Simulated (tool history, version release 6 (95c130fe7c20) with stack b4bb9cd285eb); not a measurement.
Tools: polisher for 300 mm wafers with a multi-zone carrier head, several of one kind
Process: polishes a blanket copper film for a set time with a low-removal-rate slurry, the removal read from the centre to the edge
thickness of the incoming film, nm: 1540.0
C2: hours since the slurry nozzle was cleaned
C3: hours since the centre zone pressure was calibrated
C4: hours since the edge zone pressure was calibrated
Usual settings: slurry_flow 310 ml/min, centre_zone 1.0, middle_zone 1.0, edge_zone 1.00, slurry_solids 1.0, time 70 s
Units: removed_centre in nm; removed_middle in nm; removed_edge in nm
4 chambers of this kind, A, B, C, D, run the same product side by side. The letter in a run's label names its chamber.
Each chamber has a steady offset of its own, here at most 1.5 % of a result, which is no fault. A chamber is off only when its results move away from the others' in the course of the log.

Run 1A, hour 8.2: usual settings; wafers polished on this pad 399; C2 951.9; C3 444.2; C4 562.8. Result: removed_centre 342.17 nm, removed_middle 339.76 nm, removed_edge 339.29 nm.
Run 2C, hour 13.7: usual settings; wafers polished on this pad 750; C2 485.2; C3 179.0; C4 89.5. Result: removed_centre 347.97 nm, removed_middle 338.26 nm, removed_edge 343.71 nm.
Run 3B, hour 20.0: usual settings; wafers polished on this pad 777; C2 561.3; C3 914.1; C4 498.1. Result: removed_centre 342.50 nm, removed_middle 333.99 nm, removed_edge 341.67 nm.
At hour 20.2: chamber B: worn pad replaced by a new one.
Run 4D, hour 27.4: usual settings; wafers polished on this pad 799; C2 120.8; C3 154.0; C4 846.6. Result: removed_centre 345.08 nm, removed_middle 338.37 nm, removed_edge 337.10 nm.
At hour 33.4: chamber C: worn pad replaced by a new one.
Run 5D, hour 34.0: usual settings; wafers polished on this pad 901; C2 127.4; C3 160.6; C4 853.2. Result: removed_centre 344.94 nm, removed_middle 334.44 nm, removed_edge 337.81 nm.
At hour 36.2: chamber A: slurry nozzle cleaned.
At hour 37.2: chamber A: worn pad replaced by a new one.
Run 6C, hour 41.6: usual settings; wafers polished on this pad 127; C2 513.1; C3 206.9; C4 117.4. Result: removed_centre 347.00 nm, removed_middle 333.28 nm, removed_edge 344.80 nm.
At hour 43.4: chamber B: slurry nozzle cleaned.
Run 7A, hour 47.1: usual settings; wafers polished on this pad 153; C2 10.9; C3 483.1; C4 601.7. Result: removed_centre 340.34 nm, removed_middle 335.45 nm, removed_edge 340.96 nm.
At hour 50.6: chamber D: worn pad replaced by a new one.
At hour 55.0: chamber B: centre zone pressure recalibrated.
Run 8B, hour 55.1: usual settings; wafers polished on this pad 537; C2 11.7; C3 0.2; C4 533.2. Result: removed_centre 347.07 nm, removed_middle 341.61 nm, removed_edge 341.26 nm.
Run 9B, hour 63.4: usual settings; wafers polished on this pad 665; C2 20.0; C3 8.5; C4 541.5. Result: removed_centre 339.94 nm, removed_middle 344.89 nm, removed_edge 344.55 nm.
Run 10D, hour 67.7: usual settings; wafers polished on this pad 263; C2 161.1; C3 194.3; C4 886.9. Result: removed_centre 340.34 nm, removed_middle 342.23 nm, removed_edge 343.42 nm.
Run 11A, hour 74.9: usual settings; wafers polished on this pad 581; C2 38.7; C3 510.9; C4 629.5. Result: removed_centre 339.74 nm, removed_middle 335.91 nm, removed_edge 340.76 nm.
Run 12C, hour 82.4: usual settings but slurry_flow 260 ml/min; wafers polished on this pad 755; C2 553.9; C3 247.7; C4 158.2. Result: removed_centre 334.87 nm, removed_middle 332.13 nm, removed_edge 339.22 nm.
At hour 83.6: chamber B: worn pad replaced by a new one.
Run 13A, hour 89.5: usual settings but slurry_flow 260 ml/min; wafers polished on this pad 805; C2 53.3; C3 525.5; C4 644.1. Result: removed_centre 333.95 nm, removed_middle 335.60 nm, removed_edge 338.68 nm.
Run 14C, hour 94.7: usual settings but slurry_flow 260 ml/min; wafers polished on this pad 944; C2 566.2; C3 260.0; C4 170.5. Result: removed_centre 341.52 nm, removed_middle 338.85 nm, removed_edge 338.22 nm.
At hour 94.9: chamber A: worn pad replaced by a new one.
Run 15D, hour 101.0: usual settings but slurry_flow 260 ml/min; wafers polished on this pad 776; C2 194.4; C3 227.6; C4 920.2. Result: removed_centre 343.85 nm, removed_middle 333.22 nm, removed_edge 332.48 nm.
At hour 107.2: chamber C: worn pad replaced by a new one.
Run 16B, hour 107.4: usual settings; wafers polished on this pad 366; C2 64.0; C3 52.5; C4 585.5. Result: removed_centre 343.08 nm, removed_middle 337.36 nm, removed_edge 348.42 nm.
Run 17A, hour 115.7: usual settings; wafers polished on this pad 321; C2 79.5; C3 551.7; C4 670.3. Result: removed_centre 343.66 nm, removed_middle 343.91 nm, removed_edge 342.07 nm.
At hour 119.3: chamber D: worn pad replaced by a new one.
Run 18D, hour 123.5: usual settings; wafers polished on this pad 64; C2 216.9; C3 250.1; C4 942.7. Result: removed_centre 344.23 nm, removed_middle 343.15 nm, removed_edge 337.68 nm.
Run 19B, hour 128.6: usual settings; wafers polished on this pad 693; C2 85.2; C3 73.7; C4 606.7. Result: removed_centre 345.08 nm, removed_middle 335.04 nm, removed_edge 341.29 nm.
Run 20C, hour 133.3: usual settings; wafers polished on this pad 402; C2 604.8; C3 298.6; C4 209.1. Result: removed_centre 348.51 nm, removed_middle 344.73 nm, removed_edge 347.23 nm.
Run 21D, hour 137.2: usual settings; wafers polished on this pad 275; C2 230.6; C3 263.8; C4 956.4. Result: removed_centre 336.12 nm, removed_middle 339.27 nm, removed_edge 338.57 nm.
At hour 140.5: chamber B: worn pad replaced by a new one.
Run 22C, hour 142.7: usual settings; wafers polished on this pad 546; C2 614.2; C3 308.0; C4 218.5. Result: removed_centre 343.74 nm, removed_middle 345.92 nm, removed_edge 338.58 nm.
Run 23B, hour 149.8: usual settings but middle_zone 0.9, edge_zone 0.89; wafers polished on this pad 144; C2 106.4; C3 94.9; C4 627.9. Result: removed_centre 344.83 nm, removed_middle 310.34 nm, removed_edge 322.93 nm.
At hour 152.3: chamber A: worn pad replaced by a new one.
Run 24A, hour 153.6: usual settings but middle_zone 0.9, edge_zone 0.89; wafers polished on this pad 20; C2 117.4; C3 589.6; C4 708.2. Result: removed_centre 337.19 nm, removed_middle 308.90 nm, removed_edge 326.11 nm.
Run 25B, hour 158.0: usual settings but middle_zone 0.9, edge_zone 0.89; wafers polished on this pad 270; C2 114.6; C3 103.1; C4 636.1. Result: removed_centre 345.98 nm, removed_middle 314.21 nm, removed_edge 328.95 nm.
At hour 161.0: chamber A: edge zone pressure recalibrated.
Run 26A, hour 162.8: usual settings but middle_zone 0.9, edge_zone 0.89; wafers polished on this pad 162; C2 126.6; C3 598.8; C4 1.8. Result: removed_centre 346.32 nm, removed_middle 310.95 nm, removed_edge 328.15 nm.
Run 27C, hour 166.8: usual settings; wafers polished on this pad 917; C2 638.3; C3 332.1; C4 242.6. Result: removed_centre 344.86 nm, removed_middle 336.28 nm, removed_edge 344.54 nm.
Run 28D, hour 171.0: usual settings; wafers polished on this pad 795; C2 264.4; C3 297.6; C4 990.2. Result: removed_centre 334.65 nm, removed_middle 348.17 nm, removed_edge 343.94 nm.
At hour 177.3: chamber C: slurry nozzle cleaned.
Run 29B, hour 179.3: usual settings; wafers polished on this pad 598; C2 135.9; C3 124.4; C4 657.4. Result: removed_centre 346.40 nm, removed_middle 343.34 nm, removed_edge 347.61 nm.
At hour 183.4: chamber D: slurry nozzle cleaned.
Run 30A, hour 185.0: usual settings but centre_zone 0.9, edge_zone 1.05; wafers polished on this pad 504; C2 148.8; C3 621.0; C4 24.0. Result: removed_centre 306.31 nm, removed_middle 343.83 nm, removed_edge 350.95 nm.
At hour 186.3: chamber C: worn pad replaced by a new one.
Run 31C, hour 190.4: usual settings but centre_zone 0.9, edge_zone 1.05; wafers polished on this pad 63; C2 13.2; C3 355.7; C4 266.2. Result: removed_centre 312.83 nm, removed_middle 342.88 nm, removed_edge 354.62 nm.
At hour 191.6: chamber D: worn pad replaced by a new one.
At hour 192.8: chamber D: edge zone pressure recalibrated.
At hour 194.2: chamber B: worn pad replaced by a new one.
Run 32D, hour 198.8: usual settings but centre_zone 0.9, edge_zone 1.05; wafers polished on this pad 111; C2 15.5; C3 325.4; C4 6.0. Result: removed_centre 295.45 nm, removed_middle 342.30 nm, removed_edge 348.30 nm.
Run 33D, hour 207.1: usual settings but centre_zone 0.9, edge_zone 1.05; wafers polished on this pad 239; C2 23.8; C3 333.7; C4 14.3. Result: removed_centre 298.20 nm, removed_middle 344.86 nm, removed_edge 352.71 nm.
At hour 211.3: chamber A: worn pad replaced by a new one.
Run 34A, hour 212.0: usual settings but edge_zone 1.09, slurry_solids 0.7; wafers polished on this pad 10; C2 175.8; C3 648.0; C4 51.0. Result: removed_centre 318.43 nm, removed_middle 320.65 nm, removed_edge 337.17 nm.
Run 35B, hour 217.6: usual settings but edge_zone 1.09, slurry_solids 0.7; wafers polished on this pad 361; C2 174.2; C3 162.7; C4 695.7. Result: removed_centre 319.77 nm, removed_middle 320.16 nm, removed_edge 337.13 nm.
Run 36C, hour 222.7: usual settings but edge_zone 1.09, slurry_solids 0.7; wafers polished on this pad 560; C2 45.5; C3 388.0; C4 298.5. Result: removed_centre 322.15 nm, removed_middle 314.68 nm, removed_edge 333.08 nm.

Is one chamber off against the others, does the gauge drift, or is nothing wrong? If a chamber is off, say which, and what the likeliest cause is.

Chamber D drifts away from the others.
Cause: centre zone's pressure below its setpoint, % = 3.94.

Here are 4 candidates for chamber D's next run, each the usual settings with a change, their results left as question marks. Which one brings its results back in line with what the others give on the usual settings?
In line means no further than this from the other chambers' mean on the usual settings: removed_centre 9.10 nm; removed_middle 13.00 nm; removed_edge 10.00 nm
Run 37D-1, hour 228.8: usual settings but slurry_flow 315 ml/min, centre_zone 1.07, middle_zone 0.98, edge_zone 0.98, time 72 s. Result: removed_centre ?, removed_middle ?, removed_edge ?.
Run 37D-2, hour 228.8: usual settings but slurry_flow 305 ml/min, centre_zone 0.94, middle_zone 1.02, edge_zone 1.01, time 68 s. Result: removed_centre ?, removed_middle ?, removed_edge ?.
Run 37D-3, hour 228.8: usual settings but centre_zone 1.03, middle_zone 0.99, edge_zone 0.99, time 71 s. Result: removed_centre ?, removed_middle ?, removed_edge ?.
Run 37D-4, hour 228.8: usual settings but centre_zone 0.97, middle_zone 1.01, edge_zone 1.01, time 69 s. Result: removed_centre ?, removed_middle ?, removed_edge ?.

The other chambers' mean on the usual settings: removed_centre 344.28 nm; removed_middle 341.87 nm; removed_edge 343.26 nm
  run  removed_centre  removed_middle  removed_edge
37D-1          364.92          343.97        345.79
37D-2          297.65          336.28        330.80
37D-3          344.51          341.94        342.35
37D-4          313.29          338.60        336.10
37D-3 brings the chamber back in line.
